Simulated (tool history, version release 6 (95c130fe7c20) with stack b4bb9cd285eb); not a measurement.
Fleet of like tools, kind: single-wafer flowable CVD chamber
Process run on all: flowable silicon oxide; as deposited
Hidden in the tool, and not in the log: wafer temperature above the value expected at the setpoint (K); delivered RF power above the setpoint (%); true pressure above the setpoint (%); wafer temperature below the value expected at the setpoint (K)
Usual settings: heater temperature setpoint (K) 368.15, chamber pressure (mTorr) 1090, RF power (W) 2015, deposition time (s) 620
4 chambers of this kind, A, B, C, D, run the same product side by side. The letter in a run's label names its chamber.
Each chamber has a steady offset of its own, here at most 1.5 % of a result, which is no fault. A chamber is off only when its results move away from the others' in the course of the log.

run   hour  heater temperature setpoint (K)  chamber pressure (mTorr)  RF power (W)  deposition time (s)  hours since the last thermocouple change  hours since the last RF generator calibration  hours since the last manometer calibration  read-back reference wafer on the same gauge, thickness_nm  mean film thickness on the monitor wafer (angstrom)
 1C    9.7                           368.15                      1090          2015                  620                                     174.4                                            703                                       234.7                                                      618.9                                               6503.4
 2B     15                           368.15                      1090          2015                  620                                    1481.4                                          678.8                                         251                                                     618.94                                               6528.8
 3A   26.8                           368.15                      1090          2015                  620                                    2392.1                                         1788.2                                         959                                                     618.73                                               6597.7
 4D   36.7                           368.15                      1090          2015                  620                                    1952.7                                          974.5                                       845.3                                                     618.67                                               6452.6
 5A   45.3                           368.15                      1090          2015                  620                                    2410.6                                         1806.7                                       977.5                                                     618.54                                               6599.2
 6C   52.4                           368.15                      1090          2015                  620                                     217.1                                          745.7                                       277.4                                                     618.61                                               6505.9
 7B   64.1                           368.15                      1090          2015                  620                                    1530.5                                          727.9                                       300.1                                                     618.61                                               6513.2
 8D   75.9                           356.15                      1090          2015                  505                                    1991.9                                         1013.7                                       884.5                                                     618.54                                               7693.2
      78.8  -- chamber D: thermocouple changed; heater temperature recalibrated
 9A   85.6                           356.15                      1090          2015                  505                                    2450.9                                           1847                                      1017.8                                                     618.36                                               7825.9
10B     95                           356.15                      1090          2015                  505                                    1561.4                                          758.8                                         331                                                      618.3                                               7769.6
11D  100.6                           356.15                      1090          2015                  505                                      21.8                                         1038.4                                       909.2                                                     618.23                                               7687.4
       106  -- chamber A: RF generator calibrated
12C  109.9                           368.15                      1090          2015                  620                                     274.6                                          803.2                                       334.9                                                     618.25                                               6501.3
13D  121.1                           368.15                      1090          2015                  620                                      42.3                                         1058.9                                       929.7                                                     618.25                                               6454.4
14B  126.3                           368.15                      1090          2015                  620                                    1592.7                                          790.1                                       362.3                                                     617.98                                               6525.4
15A  134.7                           373.15                      1090          1755                  620                                      2500                                           28.7                                      1066.9                                                     618.14                                               5415.5
16C  143.2                           373.15                      1090          1755                  620                                     307.9                                          836.5                                       368.2                                                     618.01                                               5336.8
17C  153.9                           373.15                      1090          1755                  620                                     318.6                                          847.2                                       378.9                                                     617.93                                               5332.3
18D  165.8                           373.15                      1090          1755                  620                                        87                                         1103.6                                       974.4                                                     617.97                                                 5287
     172.5  -- chamber B: thermocouple changed; heater temperature recalibrated
19A  176.1                           368.15                      1090          2015                  620                                    2541.4                                           70.1                                      1108.3                                                     617.63                                               6592.2
20B  186.6                           368.15                      1090          2015                  620                                      14.2                                          850.4                                       422.6                                                     617.55                                               6530.6
21A  191.8                           368.15                      1090          2015                  620                                    2557.1                                           85.8                                        1124                                                     617.43                                               6586.9
22C  198.9                           368.15                      1090          2015                  620                                     363.6                                          892.2                                       423.9                                                     617.39                                               6486.1
23D  206.8                           368.15                      1090          2015                  620                                       128                                         1144.6                                      1015.4                                                     617.54                                               6440.1
24B  214.2                           368.15                      1090          2305                  620                                      41.8                                            878                                       450.2                                                     617.56                                               6676.2
25A    220                           368.15                      1090          2305                  620                                    2585.3                                            114                                      1152.2                                                      617.4                                               6730.5
26D  228.2                           368.15                      1090          2305                  620                                     149.4                                           1166                                      1036.8                                                     617.39                                               6596.7
27C  237.8                           368.15                      1090          2305                  620                                     402.5                                          931.1                                       462.8                                                     617.38                                               6638.2
28B  245.9                           368.15                      1090          2015                  620                                      73.5                                          909.7                                       481.9                                                     617.32                                               6523.2
29A  251.8                           368.15                      1090          2015                  620                                    2617.1                                          145.8                                        1184                                                     617.09                                               6573.5
30D    259                           368.15                      1090          2015                  620                                     180.2                                         1196.8                                      1067.6                                                     617.16                                               6439.2
31B  269.1                           368.15                      1090          2015                  620                                      96.7                                          932.9                                       505.1                                                     616.96                                               6502.8
32C  277.2                           368.15                      1250          2015                  620                                     441.9                                          970.5                                       502.2                                                     617.02                                               7543.1
33A  288.6                           368.15                      1250          2015                  620                                    2653.9                                          182.6                                      1220.8                                                      616.9                                               7667.5
34B  295.4                           368.15                      1250          2015                  620                                       123                                          959.2                                       531.4                                                     616.76                                               7589.7
35D  301.1                           368.15                      1250          2015                  620                                     222.3                                         1238.9                                      1109.7                                                     616.83                                               7495.6
36C  307.2                           368.15                      1090          2015                  620                                     471.9                                         1000.5                                       532.2                                                     616.51                                               6456.9
37C  314.7                           368.15                      1090          2015                  620                                     479.4                                           1008                                       539.7                                                     616.71                                               6475.1
38B  321.2                           368.15                      1090          2015                  620                                     148.8                                            985                                       557.2                                                      616.6                                               6512.5
39A  328.7                           368.15                      1090          2015                  620                                      2694                                          222.7                                      1260.9                                                     616.72                                               6587.9
40D  337.3                           368.15                      1090          2015                  620                                     258.5                                         1275.1                                      1145.9                                                     616.56                                               6442.9
41D    344                           368.15                      1090          2015                  620                                     265.2                                         1281.8                                      1152.6                                                     616.43                                               6441.5
42A  350.8                           368.15                      1090          2015                  620                                    2716.1                                          244.8                                        1283                                                     616.21                                               6573.5
43C  361.8                           368.15                      1090          1720                  620                                     526.5                                         1055.1                                       586.8                                                     616.35                                               6224.6
44B  371.7                           368.15                      1090          1720                  620                                     199.3                                         1035.5                                       607.7                                                     616.32                                               6275.2

Next, all 4 chambers run the settings below, one line each with question marks for the results. What does each chamber give?
45A  380.3                           368.15                      1090          2015                  620                                                                                                                                                                                                                                                    ?
45B  380.3                           368.15                      1090          2015                  620                                                                                                                                                                                                                                                    ?
45C  380.3                           368.15                      1090          2015                  620                                                                                                                                                                                                                                                    ?
45D  380.3                           368.15                      1090          2015                  620                                                                                                                                                                                                                                                    ?

run  mean film thickness on the monitor wafer (angstrom)
45A                                               6561.3
45B                                               6516.6
45C                                               6466.1
45D                                               6426.3

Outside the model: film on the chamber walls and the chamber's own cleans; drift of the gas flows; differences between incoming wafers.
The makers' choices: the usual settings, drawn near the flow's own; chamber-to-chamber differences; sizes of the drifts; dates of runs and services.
